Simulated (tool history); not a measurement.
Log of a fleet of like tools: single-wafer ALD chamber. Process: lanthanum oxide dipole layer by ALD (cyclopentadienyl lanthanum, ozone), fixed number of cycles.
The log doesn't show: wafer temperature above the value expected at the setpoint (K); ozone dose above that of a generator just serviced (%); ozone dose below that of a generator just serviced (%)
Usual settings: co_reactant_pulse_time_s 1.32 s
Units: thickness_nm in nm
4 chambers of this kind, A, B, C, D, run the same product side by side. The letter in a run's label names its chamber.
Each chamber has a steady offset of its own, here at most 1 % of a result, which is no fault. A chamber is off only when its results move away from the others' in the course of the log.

run	day	co_reactant_pulse_time_s	hours since the last thermocouple change	hours since the last ozone generator service	read-back reference wafer on the same gauge, thickness_nm	thickness_nm
1A	0.317	1.32	312.9	627.5	0.43295	0.53537
2B	0.625	1.32	2649.2	432.4	0.43338	0.53756
3C	1.029	1.32	460.2	1588.5	0.43254	0.53458
4D	1.425	1.32	366.1	153.2	0.43299	0.53699
5D	1.95	1.32	378.7	165.8	0.4325	0.53213
6C	2.496	1.32	495.4	1623.7	0.43337	0.53907
7A	2.896	1.32	374.8	689.4	0.43328	0.53269
8B	3.138	1.32	2709.5	492.7	0.43271	0.53645
9B	3.504	1.32	2718.3	501.5	0.43302	0.53389
# day 3.825: chamber B: thermocouple changed; heater temperature recalibrated
10C	3.892	1.32	528.9	1657.2	0.43253	0.53766
11A	4.196	1.32	406	720.6	0.43301	0.53114
12D	4.529	1.32	440.6	227.7	0.43277	0.53354
13B	4.825	1.32	24	533.2	0.43311	0.53516
14A	5.158	1.32	429.1	743.7	0.43329	0.53442
15C	5.421	1.32	565.6	1693.9	0.43289	0.53136
16D	5.671	1.32	468	255.1	0.43301	0.5347
17C	5.912	1.32	577.4	1705.7	0.43291	0.53107
18D	6.154	1.49	479.6	266.7	0.43332	0.54927
19A	6.604	1.49	463.8	778.4	0.43287	0.54444
20B	6.938	1.49	74.7	583.9	0.43306	0.54544
21B	7.346	1.49	84.5	593.7	0.43302	0.54127
22C	7.692	0.93	620.1	1748.4	0.43314	0.48464
23A	8.167	0.93	501.3	815.9	0.433	0.48405
24D	8.446	0.93	534.6	321.7	0.43295	0.48446
25D	8.704	0.93	540.8	327.9	0.43284	0.48722
26B	9.212	1.32	129.3	638.5	0.43284	0.52353
# day 9.308: chamber A: ozone generator serviced
27C	9.646	1.32	667	1795.3	0.43283	0.53705
28A	10.171	1.32	549.4	20.7	0.43294	0.53387
29A	10.646	1.32	560.8	32.1	0.43282	0.53291
# day 10.65: chamber C: ozone generator serviced
30B	10.921	0.88	170.3	679.5	0.43304	0.44723
31D	11.217	0.88	601.1	388.2	0.43282	0.47535
32C	11.704	0.88	716.4	25.4	0.43279	0.48072
33D	12.242	0.88	625.7	412.8	0.43273	0.47641
34C	12.583	1.32	737.5	46.5	0.43281	0.53694
35A	13.133	1.32	620.5	91.8	0.43293	0.53319
36B	13.412	1.32	230.1	739.3	0.43286	0.50824
37A	13.775	1.32	635.9	107.2	0.43319	0.53146
38B	14.258	1.32	250.4	759.6	0.43319	0.50915

Is one chamber off against the others, does the gauge drift, or is nothing wrong? If a chamber is off, say which, and what the likeliest cause is.

Chamber B drifts away from the others.
Cause: ozone dose below that of a generator just serviced (%) = 22.1.

Here are 4 candidates for chamber B's next run, each the usual settings with a change, their results left as question marks. Which one brings its results back in line with what the others give on the usual settings?
In line means no further than this from the other chambers' mean on the usual settings: thickness_nm 0.008 nm
39B-1	14.658	1.1				?
39B-2	14.658	1.62				?
39B-3	14.658	0.99				?
39B-4	14.658	2.02				?

The other chambers' mean on the usual settings: thickness_nm 0.53423 nm
run	thickness_nm
39B-1	0.47288
39B-2	0.53054
39B-3	0.45348
39B-4	0.55198
39B-2 brings the chamber back in line.

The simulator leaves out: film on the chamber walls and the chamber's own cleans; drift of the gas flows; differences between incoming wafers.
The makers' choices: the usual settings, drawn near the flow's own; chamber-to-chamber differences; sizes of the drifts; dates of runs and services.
